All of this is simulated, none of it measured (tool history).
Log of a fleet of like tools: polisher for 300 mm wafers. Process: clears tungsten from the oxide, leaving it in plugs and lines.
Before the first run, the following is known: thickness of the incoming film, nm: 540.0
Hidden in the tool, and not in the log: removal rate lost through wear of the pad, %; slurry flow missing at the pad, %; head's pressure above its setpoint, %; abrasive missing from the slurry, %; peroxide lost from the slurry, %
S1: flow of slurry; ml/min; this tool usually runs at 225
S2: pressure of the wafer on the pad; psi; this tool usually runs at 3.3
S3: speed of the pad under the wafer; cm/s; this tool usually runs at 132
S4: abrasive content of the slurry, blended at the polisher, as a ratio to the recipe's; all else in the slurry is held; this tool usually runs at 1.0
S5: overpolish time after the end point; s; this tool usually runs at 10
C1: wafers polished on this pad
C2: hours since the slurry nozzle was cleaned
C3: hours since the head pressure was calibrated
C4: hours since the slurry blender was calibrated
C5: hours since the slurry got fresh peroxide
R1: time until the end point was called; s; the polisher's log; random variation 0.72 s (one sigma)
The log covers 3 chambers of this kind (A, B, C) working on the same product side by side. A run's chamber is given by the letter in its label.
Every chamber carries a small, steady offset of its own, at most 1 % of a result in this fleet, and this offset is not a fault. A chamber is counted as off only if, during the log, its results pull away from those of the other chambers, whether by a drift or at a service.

{"run": "1B", "hour": 5.9, "S1": 225, "S2": 3.3, "S3": 132, "S4": 1.0, "S5": 10, "C1": 254, "C2": 308.7, "C3": 422.5, "C4": 196.4, "C5": 110.5, "R1": 82.212}
{"hour": 11.0, "done": "chamber C: worn pad replaced by a new one"}
{"run": "2C", "hour": 13.0, "S1": 225, "S2": 3.3, "S3": 132, "S4": 1.0, "S5": 10, "C1": 16, "C2": 788.8, "C3": 667.3, "C4": 32.1, "C5": 79.6, "R1": 83.582}
{"run": "3A", "hour": 20.1, "S1": 225, "S2": 3.3, "S3": 132, "S4": 1.0, "S5": 10, "C1": 286, "C2": 192.0, "C3": 1154.2, "C4": 477.6, "C5": 101.8, "R1": 84.864}
{"run": "4B", "hour": 24.5, "S1": 225, "S2": 3.3, "S3": 132, "S4": 1.0, "S5": 10, "C1": 405, "C2": 327.3, "C3": 441.1, "C4": 215.0, "C5": 129.1, "R1": 81.755}
{"run": "5A", "hour": 30.0, "S1": 225, "S2": 3.3, "S3": 132, "S4": 1.0, "S5": 10, "C1": 366, "C2": 201.9, "C3": 1164.1, "C4": 487.5, "C5": 111.7, "R1": 83.326}
{"run": "6C", "hour": 38.2, "S1": 225, "S2": 3.3, "S3": 132, "S4": 1.0, "S5": 10, "C1": 221, "C2": 814.0, "C3": 692.5, "C4": 57.3, "C5": 104.8, "R1": 82.986}
{"run": "7B", "hour": 42.9, "S1": 225, "S2": 3.3, "S3": 132, "S4": 1.0, "S5": 10, "C1": 554, "C2": 345.7, "C3": 459.5, "C4": 233.4, "C5": 147.5, "R1": 82.013}
{"run": "8C", "hour": 47.9, "S1": 225, "S2": 3.3, "S3": 132, "S4": 1.0, "S5": 10, "C1": 300, "C2": 823.7, "C3": 702.2, "C4": 67.0, "C5": 114.5, "R1": 82.041}
{"hour": 51.3, "done": "chamber A: slurry blender recalibrated"}
{"hour": 55.3, "done": "chamber B: head pressure recalibrated"}
{"run": "9A", "hour": 56.0, "S1": 225, "S2": 3.3, "S3": 132, "S4": 1.0, "S5": 10, "C1": 577, "C2": 227.9, "C3": 1190.1, "C4": 4.8, "C5": 137.7, "R1": 82.45}
{"hour": 57.8, "done": "chamber C: slurry nozzle cleaned"}
{"hour": 58.1, "done": "chamber C: slurry tank refilled with fresh slurry and peroxide"}
{"run": "10B", "hour": 61.5, "S1": 225, "S2": 3.3, "S3": 132, "S4": 1.0, "S5": 10, "C1": 706, "C2": 364.3, "C3": 6.3, "C4": 252.0, "C5": 166.1, "R1": 83.347}
{"run": "11A", "hour": 67.1, "S1": 225, "S2": 3.3, "S3": 132, "S4": 1.0, "S5": 10, "C1": 668, "C2": 239.0, "C3": 1201.2, "C4": 15.9, "C5": 148.8, "R1": 82.956}
{"run": "12C", "hour": 74.0, "S1": 225, "S2": 3.3, "S3": 132, "S4": 1.0, "S5": 10, "C1": 512, "C2": 16.3, "C3": 728.3, "C4": 93.1, "C5": 15.9, "R1": 82.776}
{"hour": 76.0, "done": "chamber A: worn pad replaced by a new one"}
{"run": "13A", "hour": 81.3, "S1": 225, "S2": 3.3, "S3": 132, "S4": 1.0, "S5": 10, "C1": 43, "C2": 253.2, "C3": 1215.4, "C4": 30.1, "C5": 163.0, "R1": 83.364}
{"run": "14B", "hour": 89.4, "S1": 225, "S2": 3.3, "S3": 132, "S4": 1.0, "S5": 10, "C1": 932, "C2": 392.2, "C3": 34.2, "C4": 279.9, "C5": 194.0, "R1": 84.141}
{"run": "15C", "hour": 93.4, "S1": 225, "S2": 3.3, "S3": 132, "S4": 1.0, "S5": 10, "C1": 670, "C2": 35.7, "C3": 747.7, "C4": 112.5, "C5": 35.3, "R1": 82.19}
{"hour": 95.0, "done": "chamber A: head pressure recalibrated"}
{"hour": 96.0, "done": "chamber B: slurry tank refilled with fresh slurry and peroxide"}
{"hour": 96.5, "done": "chamber A: slurry tank refilled with fresh slurry and peroxide"}
{"run": "16C", "hour": 101.6, "S1": 225, "S2": 3.3, "S3": 132, "S4": 1.0, "S5": 10, "C1": 737, "C2": 43.9, "C3": 755.9, "C4": 120.7, "C5": 43.5, "R1": 82.142}
{"run": "17B", "hour": 105.8, "S1": 225, "S2": 3.3, "S3": 132, "S4": 1.0, "S5": 10, "C1": 1066, "C2": 408.6, "C3": 50.6, "C4": 296.3, "C5": 9.8, "R1": 84.142}
{"hour": 112.6, "done": "chamber B: slurry blender recalibrated"}
{"run": "18A", "hour": 113.7, "S1": 225, "S2": 3.3, "S3": 132, "S4": 1.0, "S5": 10, "C1": 306, "C2": 285.6, "C3": 18.7, "C4": 62.5, "C5": 17.2, "R1": 81.315}
{"run": "19B", "hour": 122.6, "S1": 225, "S2": 3.3, "S3": 118, "S4": 1.0, "S5": 10, "C1": 1202, "C2": 425.4, "C3": 67.4, "C4": 10.1, "C5": 26.6, "R1": 94.917}
{"run": "20C", "hour": 127.5, "S1": 225, "S2": 3.3, "S3": 118, "S4": 1.0, "S5": 10, "C1": 947, "C2": 69.8, "C3": 781.8, "C4": 146.6, "C5": 69.4, "R1": 91.942}
{"run": "21A", "hour": 134.2, "S1": 225, "S2": 3.3, "S3": 118, "S4": 1.0, "S5": 10, "C1": 473, "C2": 306.1, "C3": 39.2, "C4": 83.0, "C5": 37.7, "R1": 92.217}
{"run": "22B", "hour": 140.3, "S1": 225, "S2": 3.3, "S3": 132, "S4": 1.3, "S5": 14, "C1": 1346, "C2": 443.1, "C3": 85.1, "C4": 27.8, "C5": 44.3, "R1": 79.909}
{"hour": 142.3, "done": "chamber C: worn pad replaced by a new one"}
{"run": "23A", "hour": 147.8, "S1": 225, "S2": 3.3, "S3": 132, "S4": 1.3, "S5": 14, "C1": 583, "C2": 319.7, "C3": 52.8, "C4": 96.6, "C5": 51.3, "R1": 78.271}
{"hour": 151.3, "done": "chamber A: worn pad replaced by a new one"}
{"run": "24C", "hour": 156.4, "S1": 225, "S2": 3.3, "S3": 132, "S4": 1.3, "S5": 14, "C1": 115, "C2": 98.7, "C3": 810.7, "C4": 175.5, "C5": 98.3, "R1": 77.476}
{"run": "25C", "hour": 163.9, "S1": 300, "S2": 4.1, "S3": 132, "S4": 1.0, "S5": 10, "C1": 176, "C2": 106.2, "C3": 818.2, "C4": 183.0, "C5": 105.8, "R1": 63.934}
{"run": "26B", "hour": 167.9, "S1": 300, "S2": 4.1, "S3": 132, "S4": 1.0, "S5": 10, "C1": 1570, "C2": 470.7, "C3": 112.7, "C4": 55.4, "C5": 71.9, "R1": 67.64}
{"run": "27A", "hour": 176.1, "S1": 300, "S2": 4.1, "S3": 132, "S4": 1.0, "S5": 10, "C1": 202, "C2": 348.0, "C3": 81.1, "C4": 124.9, "C5": 79.6, "R1": 65.382}
{"run": "28C", "hour": 180.8, "S1": 225, "S2": 3.3, "S3": 132, "S4": 1.0, "S5": 10, "C1": 313, "C2": 123.1, "C3": 835.1, "C4": 199.9, "C5": 122.7, "R1": 83.046}
{"hour": 183.9, "done": "chamber B: slurry nozzle cleaned"}
{"run": "29B", "hour": 186.8, "S1": 225, "S2": 3.3, "S3": 132, "S4": 1.0, "S5": 10, "C1": 1724, "C2": 3.0, "C3": 131.6, "C4": 74.3, "C5": 90.8, "R1": 87.266}

Has any chamber moved away from the others, gradually or after a service, or does the common gauge drift, or do the chambers differ only by their own small steady offsets? State the chamber and the most likely cause if one applies.

One chamber, B, drifts off from the rest bit by bit.
Cause: removal rate lost through wear of the pad, % = 5.2.

Below are 4 candidate recipes for chamber B's next run, each the usual settings with a change, their results shown as question marks. Which of them brings B's results back in line with what the other chambers give on the usual settings?
In-line tolerance around the mean of the other chambers on the usual settings: R1 2.500 s
{"run": "30B-1", "hour": 193.2, "S1": 225, "S2": 3.1, "S3": 126, "S4": 1.0, "S5": 10, "R1": "?"}
{"run": "30B-2", "hour": 193.2, "S1": 225, "S2": 3.5, "S3": 138, "S4": 1.0, "S5": 10, "R1": "?"}
{"run": "30B-3", "hour": 193.2, "S1": 225, "S2": 3.3, "S3": 126, "S4": 1.0, "S5": 10, "R1": "?"}
{"run": "30B-4", "hour": 193.2, "S1": 225, "S2": 3.3, "S3": 138, "S4": 1.0, "S5": 10, "R1": "?"}

What the other chambers average on the usual settings: R1 82.817 s
run=30B-1 R1=97.067
run=30B-2 R1=78.337
run=30B-3 R1=91.096
run=30B-4 R1=83.156
It is 30B-4 that realigns the chamber with its peers.
